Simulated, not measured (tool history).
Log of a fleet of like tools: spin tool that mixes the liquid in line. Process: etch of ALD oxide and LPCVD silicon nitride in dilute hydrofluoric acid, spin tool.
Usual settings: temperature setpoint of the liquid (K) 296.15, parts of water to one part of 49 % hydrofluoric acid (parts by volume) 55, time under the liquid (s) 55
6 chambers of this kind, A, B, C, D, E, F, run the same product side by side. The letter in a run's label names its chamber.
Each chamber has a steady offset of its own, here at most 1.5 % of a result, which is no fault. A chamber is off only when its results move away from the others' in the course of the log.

| run | hour | temperature setpoint of the liquid (K) | parts of water to one part of 49 % hydrofluoric acid (parts by volume) | time under the liquid (s) | hours since the thermometer was replaced | hours since the hydrofluoric acid flow meter was replaced | read-back film thickness of the ALD oxide reference wafer, read on the same gauge (nm) | read-back film thickness of the LPCVD silicon nitride reference wafer, read on the same gauge (nm) | thickness taken off the ALD oxide on a monitor wafer (nm) | thickness taken off the LPCVD silicon nitride on a monitor wafer (nm) |
|---|---|---|---|---|---|---|---|---|---|---|
| 1C | 11.1 | 296.15 | 55 | 55 | 949.0 | 1232.7 | 109.99 | 59.988 | 13.139 | 0.51389 |
| 2F | 19.7 | 296.15 | 55 | 55 | 517.5 | 119.0 | 110.00 | 60.009 | 13.008 | 0.50827 |
| 3A | 32.4 | 296.15 | 55 | 55 | 1533.4 | 58.6 | 110.00 | 60.011 | 13.098 | 0.53646 |
| 4B | 43.0 | 296.15 | 55 | 55 | 867.8 | 1250.8 | 110.01 | 60.025 | 13.143 | 0.52124 |
| 5E | 54.2 | 296.15 | 55 | 55 | 993.8 | 129.6 | 110.00 | 60.002 | 12.977 | 0.50712 |
| 6D | 60.8 | 296.15 | 55 | 55 | 606.2 | 1148.7 | 109.98 | 60.019 | 13.122 | 0.49883 |
|  | 64.9 | chamber A: thermometer replaced |
| 7F | 75.0 | 296.15 | 55 | 55 | 572.8 | 174.3 | 109.99 | 60.003 | 12.988 | 0.53972 |
| 8E | 87.7 | 296.15 | 55 | 55 | 1027.3 | 163.1 | 110.00 | 59.996 | 12.825 | 0.48168 |
| 9C | 94.2 | 296.15 | 55 | 55 | 1032.1 | 1315.8 | 109.99 | 60.001 | 13.061 | 0.50430 |
| 10B | 107.2 | 296.15 | 55 | 55 | 932.0 | 1315.0 | 109.99 | 60.011 | 13.242 | 0.54077 |
| 11D | 114.8 | 296.15 | 55 | 55 | 660.2 | 1202.7 | 110.02 | 59.996 | 13.183 | 0.49980 |
| 12A | 127.2 | 294.15 | 55 | 70 | 62.4 | 153.4 | 110.01 | 60.000 | 15.211 | 0.55205 |
| 13D | 141.4 | 294.15 | 55 | 70 | 686.8 | 1229.3 | 109.99 | 59.992 | 15.260 | 0.56896 |
| 14C | 150.8 | 294.15 | 55 | 70 | 1088.7 | 1372.4 | 110.00 | 59.997 | 15.233 | 0.57502 |
| 15B | 160.7 | 294.15 | 55 | 70 | 985.5 | 1368.5 | 110.00 | 60.011 | 15.405 | 0.61421 |
| 16F | 173.9 | 294.15 | 55 | 70 | 671.7 | 273.2 | 110.02 | 59.985 | 15.178 | 0.59457 |
|  | 183.5 | chamber D: thermometer replaced |
| 17A | 184.7 | 294.15 | 55 | 70 | 119.9 | 210.9 | 109.99 | 59.991 | 15.087 | 0.55762 |
| 18E | 194.9 | 296.15 | 55 | 55 | 1134.5 | 270.3 | 110.02 | 59.974 | 12.929 | 0.50602 |
| 19A | 208.9 | 296.15 | 55 | 55 | 144.1 | 235.1 | 110.02 | 59.985 | 13.021 | 0.49988 |
| 20B | 217.5 | 296.15 | 55 | 55 | 1042.3 | 1425.3 | 109.99 | 59.995 | 13.194 | 0.54648 |
| 21F | 226.8 | 296.15 | 55 | 55 | 724.6 | 326.1 | 110.00 | 60.006 | 13.059 | 0.47589 |
|  | 235.7 | chamber F: thermometer replaced |
| 22E | 238.2 | 296.15 | 55 | 55 | 1177.8 | 313.6 | 109.99 | 59.994 | 12.980 | 0.53296 |
| 23C | 249.3 | 296.15 | 55 | 55 | 1187.2 | 1470.9 | 110.00 | 59.983 | 13.163 | 0.52690 |
| 24D | 259.9 | 296.15 | 55 | 55 | 76.4 | 1347.8 | 110.00 | 59.988 | 13.120 | 0.48390 |
| 25E | 272.1 | 296.15 | 35 | 55 | 1211.7 | 347.5 | 110.00 | 60.004 | 21.162 | 0.84132 |
|  | 275.0 | chamber B: hydrofluoric acid flow meter replaced |
| 26D | 285.9 | 296.15 | 35 | 55 | 102.4 | 1373.8 | 110.01 | 59.988 | 21.204 | 0.80023 |
| 27C | 297.7 | 296.15 | 35 | 55 | 1235.6 | 1519.3 | 109.98 | 59.989 | 20.726 | 0.85257 |
| 28A | 305.5 | 296.15 | 35 | 55 | 240.7 | 331.7 | 110.02 | 59.991 | 20.915 | 0.72476 |
| 29F | 318.7 | 296.15 | 35 | 55 | 83.0 | 418.0 | 110.00 | 60.022 | 20.966 | 0.81864 |
| 30B | 331.2 | 296.15 | 35 | 55 | 1156.0 | 56.2 | 110.00 | 59.988 | 21.046 | 0.92073 |
| 31C | 345.1 | 296.15 | 55 | 55 | 1283.0 | 1566.7 | 109.98 | 60.008 | 13.161 | 0.54996 |
| 32B | 353.8 | 296.15 | 55 | 55 | 1178.6 | 78.8 | 110.00 | 59.990 | 13.184 | 0.52484 |
| 33D | 363.5 | 296.15 | 55 | 55 | 180.0 | 1451.4 | 110.01 | 59.988 | 13.106 | 0.55936 |
| 34A | 369.9 | 296.15 | 55 | 55 | 305.1 | 396.1 | 110.03 | 59.989 | 12.928 | 0.49914 |
| 35E | 382.4 | 296.15 | 55 | 55 | 1322.0 | 457.8 | 110.02 | 59.956 | 12.916 | 0.50277 |
| 36F | 391.2 | 296.15 | 55 | 55 | 155.5 | 490.5 | 109.99 | 60.020 | 12.987 | 0.59112 |
| 37A | 404.6 | 296.15 | 55 | 55 | 339.8 | 430.8 | 110.00 | 60.017 | 13.039 | 0.56253 |
| 38F | 418.1 | 296.15 | 55 | 55 | 182.4 | 517.4 | 109.99 | 60.010 | 13.004 | 0.46529 |

What goes on in this fleet: one chamber off, a drifting gauge, or nothing beyond the chambers' own small offsets? Name the chamber and the cause, if any.

No chamber stands off beyond its own small offset, and the gauge holds steady.
